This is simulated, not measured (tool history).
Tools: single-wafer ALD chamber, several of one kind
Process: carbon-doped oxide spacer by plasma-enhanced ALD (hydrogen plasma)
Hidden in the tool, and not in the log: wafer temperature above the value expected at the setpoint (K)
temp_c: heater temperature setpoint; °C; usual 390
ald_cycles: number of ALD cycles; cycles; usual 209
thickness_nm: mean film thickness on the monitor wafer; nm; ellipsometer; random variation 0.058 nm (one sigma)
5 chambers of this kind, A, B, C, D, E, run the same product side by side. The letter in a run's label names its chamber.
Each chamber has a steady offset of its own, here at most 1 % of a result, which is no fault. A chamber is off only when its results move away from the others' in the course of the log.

run	day	temp_c	ald_cycles	hours since the last thermocouple change	read-back reference wafer on the same gauge, thickness_nm	thickness_nm
# day 0.383: chamber A: thermocouple changed; heater temperature recalibrated
# day 0.404: chamber B: thermocouple changed; heater temperature recalibrated
1D	0.471	390	209	2447.8	11.610	10.447
2B	0.879	390	209	11.5	11.614	10.367
3C	1.254	390	209	2434.3	11.603	10.293
4E	1.779	390	209	792.7	11.593	10.504
5A	2.138	390	209	42.1	11.601	10.280
6A	2.604	390	209	53.3	11.604	10.325
7D	2.875	390	209	2505.5	11.608	10.417
8B	3.308	390	209	69.8	11.600	10.284
9C	3.783	390	209	2495.0	11.598	10.402
10E	4.271	390	209	852.5	11.601	10.569
11E	4.625	390	209	861.0	11.595	10.545
12A	5.138	378	243	114.1	11.599	12.114
13C	5.442	378	243	2534.8	11.609	12.057
14D	5.738	378	243	2574.2	11.594	12.166
15B	6.021	378	243	134.9	11.586	12.122
16C	6.362	378	243	2556.9	11.593	11.974
17E	6.896	390	209	915.5	11.601	10.506
18D	7.350	390	209	2612.9	11.584	10.483
19A	7.683	390	209	175.2	11.615	10.330
20B	8.146	390	209	185.9	11.595	10.332
21A	8.567	390	209	196.4	11.607	10.509
22D	9.112	390	209	2655.2	11.599	10.462
23E	9.583	390	209	980.0	11.613	10.387
24B	9.954	390	209	229.3	11.592	10.411
25C	10.233	390	209	2649.8	11.601	10.276
26C	10.742	390	209	2662.0	11.599	10.314
# day 10.812: chamber C: thermocouple changed; heater temperature recalibrated
27E	11.050	390	209	1015.2	11.609	10.501
28D	11.321	390	209	2708.2	11.606	10.331
29A	11.592	386	240	269.0	11.598	12.074
30B	11.971	386	240	277.7	11.596	11.850
31B	12.421	386	240	288.5	11.587	11.867
32D	12.838	386	240	2744.6	11.613	11.928
33E	13.342	386	240	1070.2	11.585	12.097
34A	13.850	390	224	323.2	11.595	11.128
35C	14.317	390	224	84.2	11.594	11.041
36D	14.650	390	224	2788.1	11.603	11.125
37C	15.146	390	224	104.1	11.600	11.078
38A	15.521	390	224	363.3	11.608	11.124

Is one chamber off against the others, does the gauge drift, or is nothing wrong? If a chamber is off, say which, and what the likeliest cause is.

No chamber stands off beyond its own small offset, and the gauge holds steady.
